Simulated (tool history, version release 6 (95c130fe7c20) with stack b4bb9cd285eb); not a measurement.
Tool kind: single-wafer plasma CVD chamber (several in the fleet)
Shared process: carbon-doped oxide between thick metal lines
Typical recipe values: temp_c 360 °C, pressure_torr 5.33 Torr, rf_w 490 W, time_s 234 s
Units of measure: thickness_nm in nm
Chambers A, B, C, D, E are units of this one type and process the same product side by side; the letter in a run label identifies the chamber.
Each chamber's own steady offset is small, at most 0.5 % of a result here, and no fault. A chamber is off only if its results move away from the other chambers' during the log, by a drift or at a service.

| run | hour | temp_c | pressure_torr | rf_w | time_s | read-back reference wafer on the same gauge, thickness_nm | thickness_nm |
|---|---|---|---|---|---|---|---|
| 1E | 3.7 | 360 | 5.33 | 490 | 234 | 950.24 | 1144.6 |
| 2B | 8.2 | 360 | 5.33 | 490 | 234 | 950.23 | 1149.9 |
| 3D | 15.2 | 360 | 5.33 | 490 | 234 | 950.23 | 1142.1 |
| 4A | 21.1 | 360 | 5.33 | 490 | 234 | 950.31 | 1141.7 |
| 5C | 25.6 | 360 | 5.33 | 490 | 234 | 950.49 | 1142.9 |
| 6B | 29.1 | 360 | 5.33 | 490 | 234 | 950.53 | 1150.1 |
| 7C | 34.7 | 360 | 5.33 | 490 | 234 | 950.46 | 1142.2 |
| 8A | 40.1 | 360 | 5.33 | 490 | 234 | 950.59 | 1141.3 |
| 9D | 46.4 | 360 | 5.33 | 490 | 234 | 950.98 | 1144.7 |
| 10E | 51.6 | 360 | 5.33 | 490 | 234 | 951.04 | 1145.3 |
| 11C | 57.8 | 360 | 5.33 | 490 | 234 | 951.02 | 1145.4 |
| 12E | 62.6 | 360 | 5.33 | 490 | 234 | 951.5 | 1143.5 |
| 13D | 66.9 | 360 | 5.33 | 490 | 234 | 951.65 | 1145.4 |
| 14B | 70.9 | 360 | 5.33 | 425 | 234 | 951.48 | 1047.9 |
|  | 73.6 | chamber E: capacitance manometer re-zeroed and calibrated |
| 15A | 77.4 | 360 | 5.33 | 425 | 234 | 951.41 | 1036.7 |
| 16A | 80.8 | 360 | 5.33 | 425 | 234 | 951.51 | 1037.3 |
| 17E | 85.5 | 360 | 5.33 | 425 | 234 | 951.87 | 1037.6 |
| 18B | 91.3 | 360 | 5.33 | 425 | 234 | 951.91 | 1048.8 |
| 19C | 98.6 | 366 | 5.33 | 490 | 234 | 952.23 | 1131.1 |
| 20D | 104.9 | 366 | 5.33 | 490 | 234 | 951.99 | 1131.1 |
| 21A | 111.3 | 366 | 5.33 | 490 | 234 | 952.05 | 1129.1 |
| 22E | 117.5 | 366 | 5.33 | 490 | 234 | 952.16 | 1130.4 |
| 23D | 125.2 | 366 | 5.33 | 490 | 234 | 952.44 | 1131.3 |
| 24B | 129.5 | 360 | 5.33 | 490 | 234 | 952.58 | 1150.7 |
| 25C | 135.9 | 360 | 5.33 | 490 | 234 | 952.41 | 1144.3 |
| 26C | 142.3 | 360 | 5.33 | 490 | 234 | 952.91 | 1142.9 |
| 27E | 148 | 360 | 5.33 | 490 | 218 | 952.7 | 1069.6 |
| 28B | 153.8 | 360 | 5.33 | 490 | 218 | 952.84 | 1076.1 |
| 29D | 157.8 | 360 | 5.33 | 490 | 218 | 952.99 | 1070.1 |
| 30A | 163.9 | 360 | 5.33 | 490 | 218 | 952.83 | 1068.4 |
| 31B | 169.9 | 360 | 5.33 | 490 | 218 | 953.43 | 1074.1 |
| 32A | 175.4 | 360 | 5.33 | 490 | 234 | 953.32 | 1145.9 |
|  | 176.5 | chamber E: RF generator calibrated |
| 33E | 181.5 | 360 | 5.33 | 490 | 234 | 953.65 | 1147.3 |
| 34D | 188.3 | 360 | 5.33 | 490 | 234 | 953.68 | 1147.7 |
| 35C | 195.1 | 360 | 4.52 | 490 | 234 | 953.74 | 1119.4 |
| 36D | 202.2 | 360 | 4.52 | 490 | 234 | 953.99 | 1118.3 |
| 37C | 208.5 | 360 | 4.52 | 490 | 234 | 954.24 | 1117.1 |
| 38E | 214.2 | 360 | 4.52 | 490 | 234 | 954.26 | 1119.4 |
| 39B | 218.7 | 360 | 4.52 | 490 | 234 | 954.01 | 1126.5 |
| 40A | 222.9 | 360 | 5.33 | 490 | 264 | 954.7 | 1290.8 |
| 41B | 229.6 | 360 | 5.33 | 490 | 264 | 954.78 | 1301.4 |
| 42D | 236.5 | 360 | 5.33 | 490 | 264 | 954.86 | 1295.6 |
| 43E | 241.7 | 360 | 5.33 | 490 | 264 | 954.55 | 1294 |

Next, all 5 chambers run the settings below, one line each with question marks for the results. What does each chamber give?
| 44A | 247.2 | 368 | 5.33 | 490 | 234 |  | ? |
| 44B | 247.2 | 368 | 5.33 | 490 | 234 |  | ? |
| 44C | 247.2 | 368 | 5.33 | 490 | 234 |  | ? |
| 44D | 247.2 | 368 | 5.33 | 490 | 234 |  | ? |
| 44E | 247.2 | 368 | 5.33 | 490 | 234 |  | ? |

| run | thickness_nm |
|---|---|
| 44A | 1126.3 |
| 44B | 1136.1 |
| 44C | 1127.4 |
| 44D | 1132.6 |
| 44E | 1128.3 |
